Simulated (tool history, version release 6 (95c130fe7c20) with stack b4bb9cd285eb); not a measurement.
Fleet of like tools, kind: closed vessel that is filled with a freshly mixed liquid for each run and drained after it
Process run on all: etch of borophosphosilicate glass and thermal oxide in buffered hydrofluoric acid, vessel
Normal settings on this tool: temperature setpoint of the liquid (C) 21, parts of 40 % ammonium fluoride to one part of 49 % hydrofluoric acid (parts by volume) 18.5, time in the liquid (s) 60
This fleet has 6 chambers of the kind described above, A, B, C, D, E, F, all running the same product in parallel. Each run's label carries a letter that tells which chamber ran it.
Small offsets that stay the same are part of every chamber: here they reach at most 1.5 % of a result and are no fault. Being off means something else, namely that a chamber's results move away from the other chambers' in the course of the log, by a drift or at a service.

run,hour,temperature setpoint of the liquid (C),parts of 40 % ammonium fluoride to one part of 49 % hydrofluoric acid (parts by volume),time in the liquid (s),hours since the thermometer was replaced,hours since the hydrofluoric acid flow meter was replaced,"read-back film thickness of the borophosphosilicate glass reference wafer, read on the same gauge (nm)","read-back film thickness of the thermal oxide reference wafer, read on the same gauge (nm)",thickness taken off the borophosphosilicate glass on a monitor wafer (Å),thickness taken off the thermal oxide on a monitor wafer (Å)
1C,3.8,21,18.5,60,666.2,916.3,150.05,140,531.63,325.24
2E,10.5,21,18.5,60,470.1,1157,149.98,139.98,536.02,326.13
3D,16.2,21,18.5,60,859.9,1145.7,150.01,140.01,539.31,327.25
4A,22.1,21,18.5,60,871,411.2,150.03,140,539.53,327.46
5F,29,21,18.5,60,2600.5,649.4,150.03,140.01,538.84,326.43
6B,35.7,21,18.5,60,1581,433,149.99,139.99,533.2,327.41
7C,41,21,18.5,60,703.4,953.5,150,140.02,528.95,324.29
8B,46.3,21,15,30,1591.6,443.6,149.96,140.03,328.69,202.4
9F,52,21,15,30,2623.5,672.4,149.98,140.04,331.4,200.5
10E,58.4,21,15,30,518,1204.9,149.98,140.02,328.9,200.62
11D,64.6,21,15,30,908.3,1194.1,150.02,140.01,332.93,201.2
12A,71.3,21,15,30,920.2,460.4,150.06,140,330.43,200.59
13C,74.5,21,15,30,736.9,987,150.03,140.03,325.25,200.54
14D,77.7,19,18.5,60,921.4,1207.2,149.98,139.95,480.59,292
15E,81.3,19,18.5,60,540.9,1227.8,150.01,140.01,479.81,290.53
16B,87.8,19,18.5,60,1633.1,485.1,150,140.02,477.22,293.66
17A,91.9,19,18.5,60,940.8,481,149.97,139.98,483.69,291.62
18F,97,19,18.5,60,2668.5,717.4,150.03,140.02,482.37,291.2
19A,101.1,19,18.5,60,950,490.2,150.01,140.01,480.88,292.21
20F,106.3,17,18.5,60,2677.8,726.7,149.99,140.01,430.62,261.97
21E,110.5,17,18.5,60,570.1,1257,150.01,139.97,426.13,259.91
22C,116.6,17,18.5,60,779,1029.1,150.03,140,424.54,261.13
23B,123,17,18.5,60,1668.3,520.3,150.02,140,426.11,261.29
24D,128.9,17,18.5,60,972.6,1258.4,150.02,140,430.81,260.41
25B,133.2,17,18.5,60,1678.5,530.5,150.02,140,426.08,262.56
26E,136.9,21,18.5,60,596.5,1283.4,150.02,139.99,534.72,323.64
27A,143.2,21,18.5,60,992.1,532.3,150.03,140.02,535.68,326.5
28F,148.9,21,18.5,60,2720.4,769.3,150,140,540.28,325.23
29D,153,23,18.5,60,996.7,1282.5,150.03,139.95,596.68,363.6
30C,156.2,23,18.5,60,818.6,1068.7,150.01,139.95,588.34,364.43
31D,162.8,23,18.5,60,1006.5,1292.3,149.98,140.01,598.71,364
32C,166.7,23,18.5,60,829.1,1079.2,149.96,139.97,589.99,362.6
33B,172.9,23,18.5,60,1718.2,570.2,150.02,139.97,592.05,365.75
34A,176.2,23,18.5,60,1025.1,565.3,149.99,140.02,595.96,364.54
35E,182.4,21,18.5,60,642,1328.9,150.02,139.98,536.43,326.74
36F,186.3,21,13.5,90,2757.8,806.7,149.94,140.01,1096.8,663.8
37F,191.4,21,13.5,90,2762.9,811.8,149.99,139.99,1095.6,665.44
38C,194.6,21,13.5,90,857,1107.1,150.02,139.99,1090.3,668.15
39B,200.4,21,13.5,90,1745.7,597.7,150.02,139.98,1095.3,672.54
40D,203.5,21,13.5,90,1047.2,1333,150.03,139.99,1104.9,663.59

Is one chamber off against the others, does the gauge drift, or is nothing wrong? If a chamber is off, say which, and what the likeliest cause is.

The fleet is healthy, with each chamber sitting at its usual small offset and no drift in the gauge.
